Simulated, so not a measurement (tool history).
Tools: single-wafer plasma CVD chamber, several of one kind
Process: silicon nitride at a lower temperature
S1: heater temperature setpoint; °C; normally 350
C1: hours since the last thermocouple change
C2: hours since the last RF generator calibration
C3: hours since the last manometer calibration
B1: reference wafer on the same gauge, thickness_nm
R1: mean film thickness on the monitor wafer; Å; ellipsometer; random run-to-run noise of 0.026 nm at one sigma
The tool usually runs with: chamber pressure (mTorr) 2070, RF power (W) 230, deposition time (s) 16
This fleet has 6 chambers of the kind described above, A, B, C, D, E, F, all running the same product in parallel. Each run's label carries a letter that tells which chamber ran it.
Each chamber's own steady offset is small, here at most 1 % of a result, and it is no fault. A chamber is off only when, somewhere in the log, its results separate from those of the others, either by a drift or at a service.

run 1B hour=4.5 | S1=350 chamber_pressure_(mTorr)=2070 RF_power_(W)=230 deposition_time_(s)=16 | C1=88.9 C2=1485 C3=939.7 | B1=15.297 | R1=166.34
run 2C hour=10.1 | S1=350 chamber_pressure_(mTorr)=2070 RF_power_(W)=230 deposition_time_(s)=16 | C1=757.3 C2=1899.3 C3=932.5 | B1=15.292 | R1=168.27
run 3D hour=17.9 | S1=350 chamber_pressure_(mTorr)=2070 RF_power_(W)=230 deposition_time_(s)=16 | C1=686.2 C2=716.2 C3=1459.3 | B1=15.291 | R1=167.96
run 4E hour=26.1 | S1=350 chamber_pressure_(mTorr)=2070 RF_power_(W)=230 deposition_time_(s)=16 | C1=1329.7 C2=317.7 C3=97.8 | B1=15.286 | R1=166.07
run 5F hour=32.4 | S1=350 chamber_pressure_(mTorr)=2070 RF_power_(W)=230 deposition_time_(s)=16 | C1=90.6 C2=744.4 C3=950.8 | B1=15.294 | R1=167.38
-- hour=37.7 chamber B: RF generator calibrated
run 6A hour=40 | S1=350 chamber_pressure_(mTorr)=2070 RF_power_(W)=230 deposition_time_(s)=16 | C1=1402.5 C2=685.7 C3=73.1 | B1=15.282 | R1=167.23
run 7A hour=45 | S1=350 chamber_pressure_(mTorr)=2070 RF_power_(W)=230 deposition_time_(s)=16 | C1=1407.5 C2=690.7 C3=78.1 | B1=15.282 | R1=167.94
run 8F hour=49.6 | S1=350 chamber_pressure_(mTorr)=2070 RF_power_(W)=230 deposition_time_(s)=16 | C1=107.8 C2=761.6 C3=968 | B1=15.282 | R1=167.91
run 9C hour=54.9 | S1=350 chamber_pressure_(mTorr)=2070 RF_power_(W)=230 deposition_time_(s)=16 | C1=802.1 C2=1944.1 C3=977.3 | B1=15.277 | R1=167.99
run 10D hour=62.4 | S1=350 chamber_pressure_(mTorr)=2070 RF_power_(W)=230 deposition_time_(s)=16 | C1=730.7 C2=760.7 C3=1503.8 | B1=15.274 | R1=167.22
-- hour=66.2 chamber C: RF generator calibrated
run 11E hour=69.4 | S1=350 chamber_pressure_(mTorr)=1610 RF_power_(W)=230 deposition_time_(s)=16 | C1=1373 C2=361 C3=141.1 | B1=15.268 | R1=155.05
run 12B hour=74.1 | S1=350 chamber_pressure_(mTorr)=1610 RF_power_(W)=230 deposition_time_(s)=16 | C1=158.5 C2=36.4 C3=1009.3 | B1=15.276 | R1=155.64
run 13E hour=80 | S1=350 chamber_pressure_(mTorr)=1610 RF_power_(W)=230 deposition_time_(s)=16 | C1=1383.6 C2=371.6 C3=151.7 | B1=15.266 | R1=155.65
run 14A hour=86.7 | S1=350 chamber_pressure_(mTorr)=1610 RF_power_(W)=230 deposition_time_(s)=16 | C1=1449.2 C2=732.4 C3=119.8 | B1=15.261 | R1=156.41
run 15D hour=91.4 | S1=350 chamber_pressure_(mTorr)=1610 RF_power_(W)=230 deposition_time_(s)=16 | C1=759.7 C2=789.7 C3=1532.8 | B1=15.265 | R1=156.4
run 16C hour=99.6 | S1=350 chamber_pressure_(mTorr)=1610 RF_power_(W)=230 deposition_time_(s)=16 | C1=846.8 C2=33.4 C3=1022 | B1=15.261 | R1=156.62
run 17F hour=106.4 | S1=350 chamber_pressure_(mTorr)=2070 RF_power_(W)=230 deposition_time_(s)=16 | C1=164.6 C2=818.4 C3=1024.8 | B1=15.264 | R1=167.17
run 18B hour=110.6 | S1=350 chamber_pressure_(mTorr)=1580 RF_power_(W)=230 deposition_time_(s)=16 | C1=195 C2=72.9 C3=1045.8 | B1=15.256 | R1=154.29
run 19B hour=115.3 | S1=350 chamber_pressure_(mTorr)=1580 RF_power_(W)=230 deposition_time_(s)=16 | C1=199.7 C2=77.6 C3=1050.5 | B1=15.256 | R1=154.39
run 20E hour=120.3 | S1=350 chamber_pressure_(mTorr)=1580 RF_power_(W)=230 deposition_time_(s)=16 | C1=1423.9 C2=411.9 C3=192 | B1=15.258 | R1=153.66
run 21F hour=126 | S1=350 chamber_pressure_(mTorr)=1580 RF_power_(W)=230 deposition_time_(s)=16 | C1=184.2 C2=838 C3=1044.4 | B1=15.25 | R1=155.84
run 22D hour=133.2 | S1=350 chamber_pressure_(mTorr)=1580 RF_power_(W)=230 deposition_time_(s)=16 | C1=801.5 C2=831.5 C3=1574.6 | B1=15.252 | R1=155.96
run 23A hour=140.2 | S1=350 chamber_pressure_(mTorr)=1580 RF_power_(W)=230 deposition_time_(s)=16 | C1=1502.7 C2=785.9 C3=173.3 | B1=15.246 | R1=155.28
run 24C hour=143.9 | S1=350 chamber_pressure_(mTorr)=2070 RF_power_(W)=230 deposition_time_(s)=16 | C1=891.1 C2=77.7 C3=1066.3 | B1=15.237 | R1=168.42
run 25B hour=148.8 | S1=350 chamber_pressure_(mTorr)=2070 RF_power_(W)=230 deposition_time_(s)=16 | C1=233.2 C2=111.1 C3=1084 | B1=15.242 | R1=166.22
run 26F hour=155.6 | S1=350 chamber_pressure_(mTorr)=2070 RF_power_(W)=230 deposition_time_(s)=16 | C1=213.8 C2=867.6 C3=1074 | B1=15.24 | R1=166.85
run 27E hour=162.8 | S1=350 chamber_pressure_(mTorr)=2070 RF_power_(W)=230 deposition_time_(s)=16 | C1=1466.4 C2=454.4 C3=234.5 | B1=15.238 | R1=165.27
run 28C hour=168.2 | S1=350 chamber_pressure_(mTorr)=2440 RF_power_(W)=265 deposition_time_(s)=16 | C1=915.4 C2=102 C3=1090.6 | B1=15.232 | R1=193.93
run 29D hour=172.8 | S1=350 chamber_pressure_(mTorr)=2440 RF_power_(W)=265 deposition_time_(s)=16 | C1=841.1 C2=871.1 C3=1614.2 | B1=15.233 | R1=193
run 30A hour=176.4 | S1=350 chamber_pressure_(mTorr)=2440 RF_power_(W)=265 deposition_time_(s)=16 | C1=1538.9 C2=822.1 C3=209.5 | B1=15.234 | R1=192.25
run 31D hour=183.9 | S1=350 chamber_pressure_(mTorr)=2440 RF_power_(W)=265 deposition_time_(s)=16 | C1=852.2 C2=882.2 C3=1625.3 | B1=15.222 | R1=193.02
run 32F hour=188.8 | S1=350 chamber_pressure_(mTorr)=2440 RF_power_(W)=265 deposition_time_(s)=16 | C1=247 C2=900.8 C3=1107.2 | B1=15.224 | R1=191.62
run 33E hour=193.9 | S1=350 chamber_pressure_(mTorr)=2440 RF_power_(W)=265 deposition_time_(s)=16 | C1=1497.5 C2=485.5 C3=265.6 | B1=15.224 | R1=190.76
-- hour=199.8 chamber A: thermocouple changed; heater temperature recalibrated
run 34C hour=201.3 | S1=350 chamber_pressure_(mTorr)=2070 RF_power_(W)=230 deposition_time_(s)=16 | C1=948.5 C2=135.1 C3=1123.7 | B1=15.225 | R1=167.81
run 35B hour=208 | S1=350 chamber_pressure_(mTorr)=2070 RF_power_(W)=230 deposition_time_(s)=16 | C1=292.4 C2=170.3 C3=1143.2 | B1=15.22 | R1=165.47
run 36A hour=215.4 | S1=350 chamber_pressure_(mTorr)=2070 RF_power_(W)=230 deposition_time_(s)=16 | C1=15.6 C2=861.1 C3=248.5 | B1=15.215 | R1=166.91
run 37F hour=220 | S1=350 chamber_pressure_(mTorr)=2070 RF_power_(W)=230 deposition_time_(s)=16 | C1=278.2 C2=932 C3=1138.4 | B1=15.212 | R1=166.46
run 38B hour=227.4 | S1=350 chamber_pressure_(mTorr)=2070 RF_power_(W)=230 deposition_time_(s)=16 | C1=311.8 C2=189.7 C3=1162.6 | B1=15.215 | R1=166.16
run 39E hour=232.4 | S1=350 chamber_pressure_(mTorr)=2070 RF_power_(W)=230 deposition_time_(s)=16 | C1=1536 C2=524 C3=304.1 | B1=15.217 | R1=165.41
run 40D hour=237.4 | S1=350 chamber_pressure_(mTorr)=2070 RF_power_(W)=230 deposition_time_(s)=16 | C1=905.7 C2=935.7 C3=1678.8 | B1=15.206 | R1=166.64

The same settings go to every chamber for the next run, one line per chamber below. Forecast the results for each:
run 41A hour=243.4 | S1=350 chamber_pressure_(mTorr)=2070 RF_power_(W)=230 deposition_time_(s)=16 | R1=?
run 41B hour=243.4 | S1=350 chamber_pressure_(mTorr)=2070 RF_power_(W)=230 deposition_time_(s)=16 | R1=?
run 41C hour=243.4 | S1=350 chamber_pressure_(mTorr)=2070 RF_power_(W)=230 deposition_time_(s)=16 | R1=?
run 41D hour=243.4 | S1=350 chamber_pressure_(mTorr)=2070 RF_power_(W)=230 deposition_time_(s)=16 | R1=?
run 41E hour=243.4 | S1=350 chamber_pressure_(mTorr)=2070 RF_power_(W)=230 deposition_time_(s)=16 | R1=?
run 41F hour=243.4 | S1=350 chamber_pressure_(mTorr)=2070 RF_power_(W)=230 deposition_time_(s)=16 | R1=?

run=41A R1=166.6
run=41B R1=165.55
run=41C R1=167.56
run=41D R1=167.31
run=41E R1=165.23
run=41F R1=166.64
